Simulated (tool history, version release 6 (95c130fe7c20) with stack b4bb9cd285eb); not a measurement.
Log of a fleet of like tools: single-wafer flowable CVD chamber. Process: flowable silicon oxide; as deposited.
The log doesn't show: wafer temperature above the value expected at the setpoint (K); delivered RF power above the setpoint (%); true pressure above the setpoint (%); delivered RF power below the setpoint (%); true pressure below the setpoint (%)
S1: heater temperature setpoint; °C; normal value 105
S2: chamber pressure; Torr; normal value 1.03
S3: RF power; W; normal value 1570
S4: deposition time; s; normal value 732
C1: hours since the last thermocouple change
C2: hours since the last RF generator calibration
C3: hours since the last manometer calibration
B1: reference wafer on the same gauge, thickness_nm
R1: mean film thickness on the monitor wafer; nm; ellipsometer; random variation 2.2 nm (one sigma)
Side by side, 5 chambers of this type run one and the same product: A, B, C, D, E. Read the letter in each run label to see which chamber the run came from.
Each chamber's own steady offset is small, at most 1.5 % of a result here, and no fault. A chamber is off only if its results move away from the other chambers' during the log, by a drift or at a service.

run 1A hour=5.3 | S1=105 S2=1.03 S3=1570 S4=732 | C1=592.3 C2=1032.8 C3=639.3 | B1=431.06 | R1=480.56
run 2E hour=16.3 | S1=105 S2=1.03 S3=1570 S4=732 | C1=1065.1 C2=465.3 C3=2012.8 | B1=431.40 | R1=483.08
run 3C hour=22.0 | S1=105 S2=1.03 S3=1570 S4=732 | C1=1661.9 C2=1499.1 C3=821.3 | B1=431.02 | R1=485.89
run 4B hour=28.9 | S1=105 S2=1.03 S3=1570 S4=732 | C1=2161.0 C2=395.5 C3=1141.0 | B1=431.01 | R1=488.21
run 5D hour=39.4 | S1=105 S2=1.03 S3=1570 S4=732 | C1=1582.8 C2=196.5 C3=434.7 | B1=430.63 | R1=484.76
run 6E hour=44.9 | S1=93 S2=1.26 S3=1570 S4=732 | C1=1093.7 C2=493.9 C3=2041.4 | B1=431.28 | R1=889.24
run 7B hour=51.8 | S1=93 S2=1.26 S3=1570 S4=732 | C1=2183.9 C2=418.4 C3=1163.9 | B1=431.08 | R1=907.67
run 8C hour=57.7 | S1=93 S2=1.26 S3=1570 S4=732 | C1=1697.6 C2=1534.8 C3=857.0 | B1=431.25 | R1=913.80
run 9D hour=69.4 | S1=93 S2=1.26 S3=1570 S4=732 | C1=1612.8 C2=226.5 C3=464.7 | B1=431.07 | R1=902.02
run 10A hour=79.6 | S1=93 S2=1.26 S3=1570 S4=732 | C1=666.6 C2=1107.1 C3=713.6 | B1=430.77 | R1=895.31
run 11D hour=90.9 | S1=105 S2=1.03 S3=1570 S4=732 | C1=1634.3 C2=248.0 C3=486.2 | B1=431.31 | R1=487.99
run 12C hour=96.9 | S1=105 S2=1.03 S3=1570 S4=732 | C1=1736.8 C2=1574.0 C3=896.2 | B1=431.07 | R1=480.20
run 13E hour=104.6 | S1=105 S2=1.03 S3=1570 S4=732 | C1=1153.4 C2=553.6 C3=2101.1 | B1=431.22 | R1=480.33
run 14A hour=110.5 | S1=105 S2=1.03 S3=1570 S4=732 | C1=697.5 C2=1138.0 C3=744.5 | B1=431.24 | R1=482.07
run 15B hour=119.0 | S1=105 S2=1.03 S3=1570 S4=732 | C1=2251.1 C2=485.6 C3=1231.1 | B1=431.15 | R1=483.60
run 16B hour=127.5 | S1=92 S2=1.03 S3=1705 S4=732 | C1=2259.6 C2=494.1 C3=1239.6 | B1=430.80 | R1=772.35
run 17A hour=139.3 | S1=92 S2=1.03 S3=1705 S4=732 | C1=726.3 C2=1166.8 C3=773.3 | B1=431.19 | R1=756.96
run 18E hour=148.8 | S1=92 S2=1.03 S3=1705 S4=732 | C1=1197.6 C2=597.8 C3=2145.3 | B1=431.23 | R1=750.00
run 19C hour=158.8 | S1=92 S2=1.03 S3=1705 S4=732 | C1=1798.7 C2=1635.9 C3=958.1 | B1=431.36 | R1=771.27
-- hour=163.0 chamber B: thermocouple changed; heater temperature recalibrated
run 20D hour=170.3 | S1=92 S2=1.03 S3=1705 S4=732 | C1=1713.7 C2=327.4 C3=565.6 | B1=431.08 | R1=758.13
-- hour=171.2 chamber B: capacitance manometer re-zeroed and calibrated
run 21E hour=182.0 | S1=105 S2=1.03 S3=1570 S4=732 | C1=1230.8 C2=631.0 C3=2178.5 | B1=430.89 | R1=482.49
run 22A hour=192.1 | S1=105 S2=1.03 S3=1570 S4=732 | C1=779.1 C2=1219.6 C3=826.1 | B1=430.82 | R1=479.51
run 23D hour=198.6 | S1=105 S2=1.03 S3=1570 S4=732 | C1=1742.0 C2=355.7 C3=593.9 | B1=431.21 | R1=484.64
run 24C hour=208.6 | S1=105 S2=1.03 S3=1570 S4=732 | C1=1848.5 C2=1685.7 C3=1007.9 | B1=430.83 | R1=485.58
run 25B hour=217.6 | S1=105 S2=1.03 S3=1570 S4=732 | C1=54.6 C2=584.2 C3=46.4 | B1=431.12 | R1=491.63
run 26C hour=225.2 | S1=105 S2=1.11 S3=1570 S4=732 | C1=1865.1 C2=1702.3 C3=1024.5 | B1=431.32 | R1=527.97
run 27D hour=234.9 | S1=105 S2=1.11 S3=1570 S4=732 | C1=1778.3 C2=392.0 C3=630.2 | B1=431.16 | R1=528.90
run 28A hour=242.3 | S1=105 S2=1.11 S3=1570 S4=732 | C1=829.3 C2=1269.8 C3=876.3 | B1=430.98 | R1=526.31
run 29E hour=248.8 | S1=105 S2=1.11 S3=1570 S4=732 | C1=1297.6 C2=697.8 C3=2245.3 | B1=431.16 | R1=519.34
-- hour=259.5 chamber D: thermocouple changed; heater temperature recalibrated
run 30B hour=260.4 | S1=105 S2=1.11 S3=1570 S4=732 | C1=97.4 C2=627.0 C3=89.2 | B1=431.47 | R1=533.93
run 31B hour=272.2 | S1=105 S2=1.03 S3=1570 S4=732 | C1=109.2 C2=638.8 C3=101.0 | B1=430.85 | R1=489.35
run 32A hour=278.0 | S1=114 S2=1.03 S3=1770 S4=732 | C1=865.0 C2=1305.5 C3=912.0 | B1=430.82 | R1=376.70
run 33E hour=286.4 | S1=114 S2=1.03 S3=1770 S4=732 | C1=1335.2 C2=735.4 C3=2282.9 | B1=431.41 | R1=371.06
run 34D hour=295.4 | S1=114 S2=1.03 S3=1770 S4=732 | C1=35.9 C2=452.5 C3=690.7 | B1=431.10 | R1=375.93

One chamber off, gauge drift, or nothing amiss beyond the chambers' own small offsets? If it is a chamber, which one, and what is the likeliest cause?

Neither any chamber nor the gauge drifts; the chambers differ only by their own small, steady offsets.
